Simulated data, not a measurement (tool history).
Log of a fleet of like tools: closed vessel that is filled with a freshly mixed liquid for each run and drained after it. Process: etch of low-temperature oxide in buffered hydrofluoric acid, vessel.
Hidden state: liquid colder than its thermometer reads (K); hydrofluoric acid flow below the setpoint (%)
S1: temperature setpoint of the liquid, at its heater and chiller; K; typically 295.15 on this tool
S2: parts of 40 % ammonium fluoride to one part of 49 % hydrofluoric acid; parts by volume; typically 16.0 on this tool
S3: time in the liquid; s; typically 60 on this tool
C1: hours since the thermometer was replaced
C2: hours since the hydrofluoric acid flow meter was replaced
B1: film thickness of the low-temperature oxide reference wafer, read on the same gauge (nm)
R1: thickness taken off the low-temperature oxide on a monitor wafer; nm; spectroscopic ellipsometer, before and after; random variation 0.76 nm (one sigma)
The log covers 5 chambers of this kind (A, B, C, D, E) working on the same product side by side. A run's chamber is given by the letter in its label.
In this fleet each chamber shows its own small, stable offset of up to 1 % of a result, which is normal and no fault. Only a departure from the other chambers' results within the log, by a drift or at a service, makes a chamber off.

run 1C hour=10.1 | S1=295.15 S2=16.0 S3=60 | C1=1397.0 C2=641.4 | B1=139.97 | R1=98.443
run 2B hour=20.2 | S1=295.15 S2=16.0 S3=60 | C1=55.4 C2=104.5 | B1=140.01 | R1=97.401
run 3E hour=29.8 | S1=295.15 S2=16.0 S3=60 | C1=121.6 C2=421.3 | B1=139.98 | R1=98.180
run 4A hour=42.6 | S1=295.15 S2=16.0 S3=60 | C1=340.5 C2=83.4 | B1=140.02 | R1=98.733
run 5D hour=52.7 | S1=295.15 S2=16.0 S3=60 | C1=80.1 C2=375.2 | B1=139.99 | R1=97.632
run 6B hour=66.2 | S1=295.15 S2=16.0 S3=60 | C1=101.4 C2=150.5 | B1=140.01 | R1=96.865
run 7A hour=75.7 | S1=295.15 S2=12.0 S3=90 | C1=373.6 C2=116.5 | B1=139.99 | R1=197.040
-- hour=84.2 chamber C: thermometer replaced
run 8E hour=87.6 | S1=295.15 S2=12.0 S3=90 | C1=179.4 C2=479.1 | B1=140.00 | R1=195.260
run 9D hour=98.8 | S1=295.15 S2=12.0 S3=90 | C1=126.2 C2=421.3 | B1=140.00 | R1=194.360
run 10C hour=107.2 | S1=295.15 S2=12.0 S3=90 | C1=23.1 C2=738.5 | B1=140.00 | R1=194.020
run 11C hour=113.6 | S1=295.15 S2=12.0 S3=90 | C1=29.5 C2=744.9 | B1=140.01 | R1=195.070
run 12E hour=124.3 | S1=295.15 S2=16.0 S3=60 | C1=216.1 C2=515.8 | B1=139.99 | R1=98.074
run 13A hour=138.3 | S1=295.15 S2=18.5 S3=60 | C1=436.2 C2=179.1 | B1=140.01 | R1=85.609
run 14D hour=149.0 | S1=295.15 S2=18.5 S3=60 | C1=176.4 C2=471.5 | B1=140.02 | R1=84.378
run 15B hour=157.9 | S1=295.15 S2=18.5 S3=60 | C1=193.1 C2=242.2 | B1=139.99 | R1=84.872
run 16A hour=164.9 | S1=295.15 S2=18.5 S3=60 | C1=462.8 C2=205.7 | B1=140.01 | R1=85.294
run 17E hour=175.9 | S1=295.15 S2=18.5 S3=60 | C1=267.7 C2=567.4 | B1=139.99 | R1=85.911
run 18C hour=185.3 | S1=295.15 S2=16.0 S3=60 | C1=101.2 C2=816.6 | B1=140.00 | R1=97.842
run 19D hour=196.3 | S1=295.15 S2=16.0 S3=60 | C1=223.7 C2=518.8 | B1=140.04 | R1=95.696
run 20B hour=206.4 | S1=295.15 S2=16.0 S3=60 | C1=241.6 C2=290.7 | B1=140.00 | R1=97.951
run 21E hour=219.7 | S1=295.15 S2=16.0 S3=60 | C1=311.5 C2=611.2 | B1=140.02 | R1=97.566
run 22C hour=226.4 | S1=295.15 S2=16.0 S3=60 | C1=142.3 C2=857.7 | B1=139.99 | R1=98.130
run 23D hour=239.7 | S1=295.15 S2=16.0 S3=60 | C1=267.1 C2=562.2 | B1=140.01 | R1=95.001
run 24A hour=249.8 | S1=295.15 S2=16.0 S3=60 | C1=547.7 C2=290.6 | B1=139.99 | R1=97.882
run 25B hour=262.2 | S1=295.15 S2=16.0 S3=60 | C1=297.4 C2=346.5 | B1=140.00 | R1=97.240
run 26D hour=271.0 | S1=293.15 S2=16.0 S3=30 | C1=298.4 C2=593.5 | B1=139.98 | R1=42.238
run 27E hour=285.2 | S1=293.15 S2=16.0 S3=30 | C1=377.0 C2=676.7 | B1=140.02 | R1=43.996
run 28A hour=292.4 | S1=293.15 S2=16.0 S3=30 | C1=590.3 C2=333.2 | B1=140.03 | R1=44.496
run 29C hour=299.4 | S1=293.15 S2=16.0 S3=30 | C1=215.3 C2=930.7 | B1=139.98 | R1=44.689
run 30B hour=312.9 | S1=293.15 S2=16.0 S3=30 | C1=348.1 C2=397.2 | B1=140.00 | R1=43.611
run 31E hour=322.8 | S1=295.15 S2=16.0 S3=60 | C1=414.6 C2=714.3 | B1=139.99 | R1=96.842
run 32B hour=330.6 | S1=295.15 S2=16.0 S3=85 | C1=365.8 C2=414.9 | B1=139.99 | R1=136.770

Decide between three cases: one chamber stands off from its peers, the gauge reading all wafers drifts, or nothing is wrong past each chamber's small offset. Where a chamber is off, say which and what most likely put it there.

One chamber, D, drifts off from the rest bit by bit.
Likeliest cause: hydrofluoric acid flow below the setpoint (%) = 5.61.
It could be hard to tell apart here from: liquid colder than its thermometer reads (K).

Here are 4 candidates for chamber D's next run, each the usual settings with a change, their results left as question marks. Which one brings its results back in line with what the others give on the usual settings?
Counts as in line when no further than this from what the other chambers average on the usual settings: R1 2.700 nm
run 33D-1 hour=341.0 | S1=296.15 S2=16.0 S3=60 | R1=?
run 33D-2 hour=341.0 | S1=297.15 S2=16.0 S3=60 | R1=?
run 33D-3 hour=341.0 | S1=294.15 S2=16.0 S3=60 | R1=?
run 33D-4 hour=341.0 | S1=295.15 S2=16.5 S3=55 | R1=?

The other chambers' mean on the usual settings: R1 98.185 nm
run=33D-1 R1=97.992
run=33D-2 R1=103.570
run=33D-3 R1=87.620
run=33D-4 R1=82.429
Change 33D-1 lands the chamber within the allowed miss of the other chambers.
